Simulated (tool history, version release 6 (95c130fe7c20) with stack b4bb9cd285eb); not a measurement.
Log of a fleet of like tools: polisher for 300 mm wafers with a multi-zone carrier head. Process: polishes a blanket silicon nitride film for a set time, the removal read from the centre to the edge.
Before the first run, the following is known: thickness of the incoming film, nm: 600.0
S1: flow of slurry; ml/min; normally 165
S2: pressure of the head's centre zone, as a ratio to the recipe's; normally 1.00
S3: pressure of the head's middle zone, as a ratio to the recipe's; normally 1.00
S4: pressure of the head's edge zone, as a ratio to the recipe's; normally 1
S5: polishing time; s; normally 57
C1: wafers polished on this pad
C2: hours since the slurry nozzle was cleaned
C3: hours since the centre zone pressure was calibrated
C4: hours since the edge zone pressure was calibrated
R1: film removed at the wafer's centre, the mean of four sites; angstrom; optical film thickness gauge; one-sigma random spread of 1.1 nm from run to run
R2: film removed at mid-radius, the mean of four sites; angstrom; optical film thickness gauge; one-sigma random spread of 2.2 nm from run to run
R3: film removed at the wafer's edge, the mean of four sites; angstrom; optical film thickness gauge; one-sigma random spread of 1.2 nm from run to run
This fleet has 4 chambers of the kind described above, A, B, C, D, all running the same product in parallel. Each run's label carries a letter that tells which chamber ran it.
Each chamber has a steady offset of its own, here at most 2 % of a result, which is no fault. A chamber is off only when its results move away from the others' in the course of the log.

run,hour,S1,S2,S3,S4,S5,C1,C2,C3,C4,R1,R2,R3
1B,5.6,165,1.00,1.00,1,57,734,535.8,1172.7,1197.1,1553.8,1524.8,1498.9
# hour 8.1: chamber A: slurry nozzle cleaned
2A,12.5,165,1.00,1.00,1,57,144,4.5,266.5,92.8,1518.9,1529.3,1507.6
3D,16.2,165,1.00,1.00,1,57,250,184.6,542.5,68.7,1543.9,1517.8,1548.6
4C,20.7,165,1.00,1.00,1,57,1289,137.7,590.7,346.1,1538.9,1537.3,1534.2
# hour 25.8: chamber C: worn pad replaced by a new one
5B,26.6,165,1.00,1.00,1,57,951,556.8,1193.7,1218.1,1534.3,1545.7,1513.6
6C,30.5,165,1.00,1.07,1,57,49,147.5,600.5,355.9,1550.6,1622.2,1547.4
7D,34.7,165,1.00,1.07,1,57,442,203.1,561.0,87.2,1526.5,1682.4,1516.2
# hour 36.0: chamber B: slurry nozzle cleaned
8A,42.1,165,1.00,1.07,1,57,450,34.1,296.1,122.4,1504.0,1643.0,1532.7
9A,49.5,165,1.00,1.07,1,57,527,41.5,303.5,129.8,1535.3,1655.8,1524.7
10D,57.1,165,1.00,1.00,1,57,674,225.5,583.4,109.6,1532.2,1551.8,1526.9
11B,61.6,165,1.00,1.00,1,66,1314,25.6,1228.7,1253.1,1772.7,1713.3,1701.9
12C,66.7,165,1.00,1.00,1,66,424,183.7,636.7,392.1,1778.7,1726.1,1778.5
13A,73.7,165,1.00,1.00,1,66,778,65.7,327.7,154.0,1771.3,1755.1,1757.3
14D,77.9,165,1.00,1.00,1,66,889,246.3,604.2,130.4,1766.4,1814.2,1789.6
15B,82.3,165,1.00,1.00,1,57,1528,46.3,1249.4,1273.8,1500.6,1485.4,1462.2
16C,90.2,165,1.00,1.00,1,57,668,207.2,660.2,415.6,1542.8,1496.4,1547.9
17D,94.5,140,1.00,0.93,1,57,1061,262.9,620.8,147.0,1483.0,1403.8,1503.8
# hour 99.2: chamber D: worn pad replaced by a new one
18A,99.2,140,1.00,0.93,1,57,1042,91.2,353.2,179.5,1473.7,1408.9,1477.4
# hour 101.3: chamber C: slurry nozzle cleaned
# hour 105.5: chamber B: centre zone pressure recalibrated
19B,106.3,140,1.00,0.93,1,57,1777,70.3,0.9,1297.8,1426.6,1381.0,1431.3
20C,112.2,140,1.00,0.93,1,57,896,11.0,682.2,437.6,1485.1,1365.2,1505.3
21A,118.1,165,1.00,1.00,1,57,1238,110.1,372.1,198.4,1493.6,1505.6,1541.0
22D,123.1,165,1.00,1.00,1,57,248,291.5,649.4,175.6,1522.3,1556.4,1553.1
# hour 129.5: chamber B: edge zone pressure recalibrated
23C,130.9,165,0.93,1.00,1,57,1089,29.7,700.9,456.3,1409.1,1530.9,1567.7
24B,137.8,165,0.93,1.00,1,57,2103,101.8,32.4,8.3,1359.1,1466.7,1422.0
25C,143.1,165,0.93,1.00,1,57,1216,41.9,713.1,468.5,1406.2,1515.8,1535.5
# hour 145.2: chamber A: worn pad replaced by a new one
26A,148.9,165,0.93,1.00,1,57,39,140.9,402.9,229.2,1399.2,1561.3,1543.8
27D,154.0,165,1.00,1.00,1,57,568,322.4,680.3,206.5,1530.9,1551.2,1541.8
# hour 158.1: chamber C: worn pad replaced by a new one
28B,158.5,165,0.90,1.00,1,57,2318,122.5,53.1,29.0,1295.8,1477.4,1439.0
# hour 162.9: chamber D: slurry nozzle cleaned
29B,164.8,165,0.90,1.00,1,57,2383,128.8,59.4,35.3,1300.5,1414.6,1413.1
30D,170.0,165,0.90,1.00,1,57,734,7.2,696.3,222.5,1356.9,1567.0,1533.4
31C,175.3,165,0.90,1.00,1,57,179,74.1,745.3,500.7,1379.6,1550.8,1531.1
32A,181.6,165,1.00,1.00,1,57,378,173.6,435.6,261.9,1489.5,1540.3,1518.3

Is one chamber off against the others, does the gauge drift, or is nothing wrong? If a chamber is off, say which, and what the likeliest cause is.

Little by little, chamber B moves away from the other chambers.
Likeliest cause: removal rate lost through wear of the pad, % = 6.65.
The log might look much the same if the cause were instead: slurry flow missing at the pad, %.

Chamber B could run next with any of the 4 candidate recipes listed below; each alters the usual settings, and their results appear as question marks. Which one brings its results back in line with what the other chambers deliver on the usual settings?
Counts as in line when no further than this from what the other chambers average on the usual settings: R1 40.0 angstrom; R2 76.0 angstrom; R3 41.0 angstrom
33B-1,187.6,165,0.98,1.00,1.02,62,,,,,?,?,?
33B-2,187.6,165,1.02,1.00,0.99,53,,,,,?,?,?
33B-3,187.6,165,1.01,1.00,0.99,55,,,,,?,?,?
33B-4,187.6,165,0.99,1.00,1.01,59,,,,,?,?,?

The mean the other chambers reach with the usual settings: R1 1528.0 angstrom; R2 1536.0 angstrom; R3 1533.5 angstrom
run,R1,R2,R3
33B-1,1523.5,1524.5,1540.4
33B-2,1361.2,1302.9,1296.5
33B-3,1397.3,1352.2,1345.5
33B-4,1466.2,1450.6,1458.4
33B-1 puts the chamber back in line with the other chambers.
